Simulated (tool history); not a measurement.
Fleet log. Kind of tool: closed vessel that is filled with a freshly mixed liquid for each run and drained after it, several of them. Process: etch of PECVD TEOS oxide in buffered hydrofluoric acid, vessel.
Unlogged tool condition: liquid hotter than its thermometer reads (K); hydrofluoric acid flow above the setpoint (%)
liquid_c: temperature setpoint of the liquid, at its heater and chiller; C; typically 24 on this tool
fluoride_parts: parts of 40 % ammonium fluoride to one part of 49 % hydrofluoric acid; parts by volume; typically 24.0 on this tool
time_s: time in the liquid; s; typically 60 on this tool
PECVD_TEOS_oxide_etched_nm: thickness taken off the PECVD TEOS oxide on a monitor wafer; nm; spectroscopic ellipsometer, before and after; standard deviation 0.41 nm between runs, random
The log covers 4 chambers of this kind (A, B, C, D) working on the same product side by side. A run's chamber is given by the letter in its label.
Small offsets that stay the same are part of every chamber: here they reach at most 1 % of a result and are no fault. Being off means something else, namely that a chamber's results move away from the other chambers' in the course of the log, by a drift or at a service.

run   hour  liquid_c  fluoride_parts  time_s  hours since the thermometer was replaced  hours since the hydrofluoric acid flow meter was replaced  read-back film thickness of the PECVD TEOS oxide reference wafer, read on the same gauge (nm)  PECVD_TEOS_oxide_etched_nm
 1A    6.5        24            24.0      60                                     260.6                                                      898.4                                                                                         89.980                      71.057
 2C   17.7        24            24.0      60                                     329.2                                                      329.0                                                                                         90.030                      71.937
      21.4  -- chamber D: thermometer replaced
 3B   23.5        24            24.0      60                                     573.3                                                      251.5                                                                                         89.973                      70.758
 4D   32.7        24            24.0      60                                      11.4                                                       59.7                                                                                         90.007                      69.597
 5D   43.8        24            24.0      60                                      22.5                                                       70.8                                                                                         89.957                      69.907
 6C   50.6        24            20.5      60                                     362.1                                                      361.9                                                                                         90.000                      79.932
 7A   58.2        24            20.5      60                                     312.3                                                      950.1                                                                                         90.024                      80.028
 8B   66.5        24            20.5      60                                     616.3                                                      294.5                                                                                         89.981                      79.448
 9B   74.5        24            20.5      60                                     624.3                                                      302.5                                                                                         89.998                      79.283
10C   79.8        24            24.0      60                                     391.3                                                      391.1                                                                                         89.962                      71.483
11D   86.3        24            24.0      60                                      65.0                                                      113.3                                                                                         89.996                      70.364
12A   94.9        24            24.0      60                                     349.0                                                      986.8                                                                                         89.996                      70.223
13A  104.6        24            24.0      60                                     358.7                                                      996.5                                                                                         89.981                      70.679
14D  116.0        24            24.0      60                                      94.7                                                      143.0                                                                                         90.016                      70.114
15C  126.0        24            24.0      60                                     437.5                                                      437.3                                                                                         90.017                      70.507
16B  133.6        24            24.0      60                                     683.4                                                      361.6                                                                                         89.999                      70.290
17A  144.8        24            24.0      60                                     398.9                                                     1036.7                                                                                         89.995                      70.454
18D  149.8        24            29.0      75                                     128.5                                                      176.8                                                                                         89.971                      77.312
     152.8  -- chamber C: hydrofluoric acid flow meter replaced
19C  156.6        24            29.0      75                                     468.1                                                        3.9                                                                                         89.984                      77.590
20B  161.8        24            29.0      75                                     711.6                                                      389.8                                                                                         90.034                      77.214
21A  169.1        24            29.0      75                                     423.2                                                     1061.0                                                                                         90.006                      77.975
22B  175.1        24            24.0      60                                     724.9                                                      403.1                                                                                         90.006                      71.169
23D  185.5        24            24.0      80                                     164.2                                                      212.5                                                                                         89.973                      93.568
24C  192.2        24            24.0      80                                     503.7                                                       39.5                                                                                         90.012                      94.458
25C  203.3        24            24.0      80                                     514.8                                                       50.6                                                                                         90.019                      94.407
26B  213.6        24            24.0      80                                     763.4                                                      441.6                                                                                         89.981                      94.721
27D  223.7        24            24.0      60                                     202.4                                                      250.7                                                                                         89.989                      70.088

Is one chamber off against the others, does the gauge drift, or is nothing wrong? If a chamber is off, say which, and what the likeliest cause is.

Beyond each chamber's small constant offset nothing stands out, and the gauge stays steady.
